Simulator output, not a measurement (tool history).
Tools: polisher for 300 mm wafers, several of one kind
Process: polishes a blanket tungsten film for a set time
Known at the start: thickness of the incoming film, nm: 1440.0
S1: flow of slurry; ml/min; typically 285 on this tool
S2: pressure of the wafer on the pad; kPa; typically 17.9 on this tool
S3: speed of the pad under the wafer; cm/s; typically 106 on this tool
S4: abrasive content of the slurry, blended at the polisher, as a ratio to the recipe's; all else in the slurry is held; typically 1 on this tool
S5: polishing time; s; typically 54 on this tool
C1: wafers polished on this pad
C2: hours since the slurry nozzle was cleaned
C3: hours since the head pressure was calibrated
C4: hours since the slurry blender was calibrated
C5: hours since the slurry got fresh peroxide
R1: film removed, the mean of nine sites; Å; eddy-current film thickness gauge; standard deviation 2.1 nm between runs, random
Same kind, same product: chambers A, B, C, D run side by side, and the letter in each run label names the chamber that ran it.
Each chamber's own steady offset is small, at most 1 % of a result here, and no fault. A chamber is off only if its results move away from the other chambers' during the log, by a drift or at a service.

run	hour	S1	S2	S3	S4	S5	C1	C2	C3	C4	C5	R1
# hour 0.7: chamber A: worn pad replaced by a new one
1C	10.8	285	17.9	106	1	54	995	119.7	126.3	112.2	96.3	1609.4
# hour 12.2: chamber A: slurry blender recalibrated
2A	20.7	285	17.9	106	1	54	246	370.9	1038.1	8.5	157	1643.8
# hour 30.2: chamber D: slurry blender recalibrated
3D	30.8	285	17.9	106	1	54	397	242.6	53.7	0.6	75.9	1596
# hour 41: chamber C: worn pad replaced by a new one
# hour 43.2: chamber B: worn pad replaced by a new one
4B	43.9	285	17.9	106	1	54	9	169.5	1169.3	147.4	87.8	1607.6
# hour 52.3: chamber B: head pressure recalibrated
5A	54.6	285	17.9	106	1	54	663	404.8	1072	42.4	190.9	1629.4
6B	65.8	285	17.9	106	1	54	278	191.4	13.6	169.3	109.7	1608.5
# hour 75: chamber A: slurry tank refilled with fresh slurry and peroxide
7C	78.7	285	17.9	106	1	54	464	187.6	194.2	180.1	164.2	1572.1
# hour 84.2: chamber B: slurry tank refilled with fresh slurry and peroxide
# hour 90.7: chamber D: worn pad replaced by a new one
8D	94.2	285	17.9	106	1	54	43	306	117.1	64	139.3	1613
# hour 102.2: chamber D: slurry tank refilled with fresh slurry and peroxide
9A	103.7	285	17.9	106	1	54	1266	453.9	1121.1	91.5	28.8	1641
10D	117.4	285	17.9	106	1	54	328	329.2	140.3	87.2	15.2	1587.6
# hour 120.8: chamber D: slurry nozzle cleaned
# hour 124.9: chamber A: worn pad replaced by a new one
# hour 128.4: chamber C: worn pad replaced by a new one
11B	129.6	285	17.9	106	1	54	1062	255.2	77.4	233.1	45.5	1567.9
12C	137.4	285	17.9	106	1	54	111	246.3	252.9	238.8	222.9	1569.9
# hour 140: chamber B: worn pad replaced by a new one
13A	146	285	17.9	106	1	54	259	496.2	1163.4	133.8	71.1	1597.5
# hour 155.2: chamber D: slurry blender recalibrated
14C	155.9	285	17.9	106	1	54	339	264.8	271.4	257.3	241.4	1558.2
15B	169.3	285	17.9	106	1	54	360	294.9	117.1	272.8	85.2	1577.9
# hour 181.4: chamber D: worn pad replaced by a new one
16D	182.6	285	17.9	106	1	54	14	61.9	205.5	27.5	80.4	1591.7
17C	192.5	285	17.9	106	1	54	788	301.4	308	293.9	278	1523
# hour 192.6: chamber C: slurry blender recalibrated
# hour 201.6: chamber A: head pressure recalibrated
18D	208.6	285	17.9	106	1	54	334	87.9	231.5	53.5	106.4	1583.3
# hour 222.8: chamber B: slurry nozzle cleaned
# hour 224.7: chamber D: slurry tank refilled with fresh slurry and peroxide
19B	224.7	285	17.9	106	1	54	1041	2	172.5	328.2	140.6	1590
# hour 226: chamber B: worn pad replaced by a new one
# hour 229.7: chamber B: slurry tank refilled with fresh slurry and peroxide
# hour 237: chamber A: worn pad replaced by a new one
20A	238.3	285	17.9	106	1	54	16	588.5	36.7	226.1	163.4	1611.6
# hour 241.5: chamber C: worn pad replaced by a new one
21D	247.5	285	17.9	76	1	54	812	126.8	270.4	92.4	22.9	1133.1
22A	256.9	285	17.9	76	1	54	245	607.1	55.3	244.7	182	1162.5
# hour 258.8: chamber A: slurry tank refilled with fresh slurry and peroxide
23C	270.1	285	17.9	76	1	54	352	379	385.6	77.5	355.6	1089.7
24B	281.5	285	17.9	76	1	54	683	58.8	229.3	385	51.9	1137.9
# hour 281.9: chamber D: worn pad replaced by a new one
# hour 289.4: chamber A: slurry nozzle cleaned
25A	295	205	17.9	106	1	54	713	5.7	93.4	282.8	36.2	1572.7
26B	302.4	205	17.9	106	1	54	940	79.7	250.2	405.9	72.8	1514.6
# hour 305.1: chamber D: head pressure recalibrated
# hour 310.4: chamber D: slurry blender recalibrated
27C	313.7	205	17.9	106	1	54	888	422.6	429.2	121.1	399.2	1432.3
28D	328	205	17.9	106	1	54	567	207.3	23	17.7	103.4	1511.6
# hour 341: chamber B: worn pad replaced by a new one
# hour 342.3: chamber A: slurry blender recalibrated
29A	343.5	285	17.9	106	1	54	1309	54.2	141.9	1.3	84.7	1599.9
# hour 349: chamber C: worn pad replaced by a new one
# hour 353.9: chamber A: worn pad replaced by a new one
# hour 354: chamber D: slurry tank refilled with fresh slurry and peroxide
30D	354.8	285	17.9	106	1	54	897	234.1	49.8	44.5	0.8	1584.9
31C	362.7	285	17.9	106	1	54	169	471.6	478.2	170.1	448.2	1472.1
# hour 370.1: chamber B: slurry tank refilled with fresh slurry and peroxide
32B	370.2	285	17.9	106	1.15	54	359	147.5	318	473.7	0.1	1689.5
# hour 380.2: chamber D: worn pad replaced by a new one
33A	381.5	285	17.9	106	1.15	54	340	92.2	179.9	39.3	122.7	1700.4
34D	391.2	285	17.9	106	1.15	54	135	270.5	86.2	80.9	37.2	1599
35C	405.1	285	17.9	106	1.15	54	690	514	520.6	212.5	490.6	1540
36B	418.8	285	17.9	106	0.8	54	956	196.1	366.6	522.3	48.7	1497.4
# hour 425.1: chamber B: slurry blender recalibrated
37B	434.8	285	17.9	106	0.8	54	1153	212.1	382.6	9.7	64.7	1512.2
# hour 435.8: chamber D: slurry nozzle cleaned
# hour 442.1: chamber A: slurry tank refilled with fresh slurry and peroxide
38D	443.7	285	17.9	106	0.8	54	781	7.9	138.7	133.4	89.7	1519.4
# hour 444.1: chamber D: slurry blender recalibrated
# hour 451.8: chamber C: slurry nozzle cleaned
# hour 451.9: chamber B: worn pad replaced by a new one
39C	452.9	285	17.9	106	0.8	54	1277	1.1	568.4	260.3	538.4	1395
# hour 453: chamber C: slurry blender recalibrated
# hour 453.8: chamber A: worn pad replaced by a new one
# hour 456.5: chamber C: worn pad replaced by a new one
40A	465.5	285	17.9	106	1	54	144	176.2	263.9	123.3	23.5	1658.6
# hour 469.2: chamber D: worn pad replaced by a new one
41C	477.2	285	17.9	132	1	64	255	25.4	592.7	24.2	562.7	2116.6
# hour 478.1: chamber D: slurry tank refilled with fresh slurry and peroxide
42D	485.5	285	17.9	132	1	64	201	49.7	180.5	41.5	7.5	2348.9
43B	493.6	285	17.9	132	1	64	512	270.9	441.4	68.5	123.5	2361.1
44A	501	285	17.9	132	1	64	581	211.7	299.4	158.8	59	2427.5

Which is it: a chamber that has drifted or been left off by a service, a gauge drift common to all chambers, or only each chamber's usual small offset? If a chamber is off, name it and its likeliest cause.

One chamber, C, drifts off from the rest bit by bit.
Cause: peroxide lost from the slurry, % = 24.
With only this log, it may be confused with: head's pressure below its setpoint, %.

Chamber C could run next with any of the 4 candidate recipes listed below; each alters the usual settings, and their results appear as question marks. Which one brings its results back in line with what the other chambers deliver on the usual settings?
Counts as in line when no further than this from what the other chambers average on the usual settings: R1 71 Å
45C-1	512.7	285	17.9	96	1	49						?
45C-2	512.7	285	17.2	102	1	52						?
45C-3	512.7	285	19.3	112	1	57						?
45C-4	512.7	290	20	106	1	54						?

Mean of the other chambers on the usual settings: R1 1608.4 Å
run	R1
45C-1	1191.6
45C-2	1292.3
45C-3	1738.4
45C-4	1616.6
45C-4 is the one that brings the chamber's results back in line with the other chambers.

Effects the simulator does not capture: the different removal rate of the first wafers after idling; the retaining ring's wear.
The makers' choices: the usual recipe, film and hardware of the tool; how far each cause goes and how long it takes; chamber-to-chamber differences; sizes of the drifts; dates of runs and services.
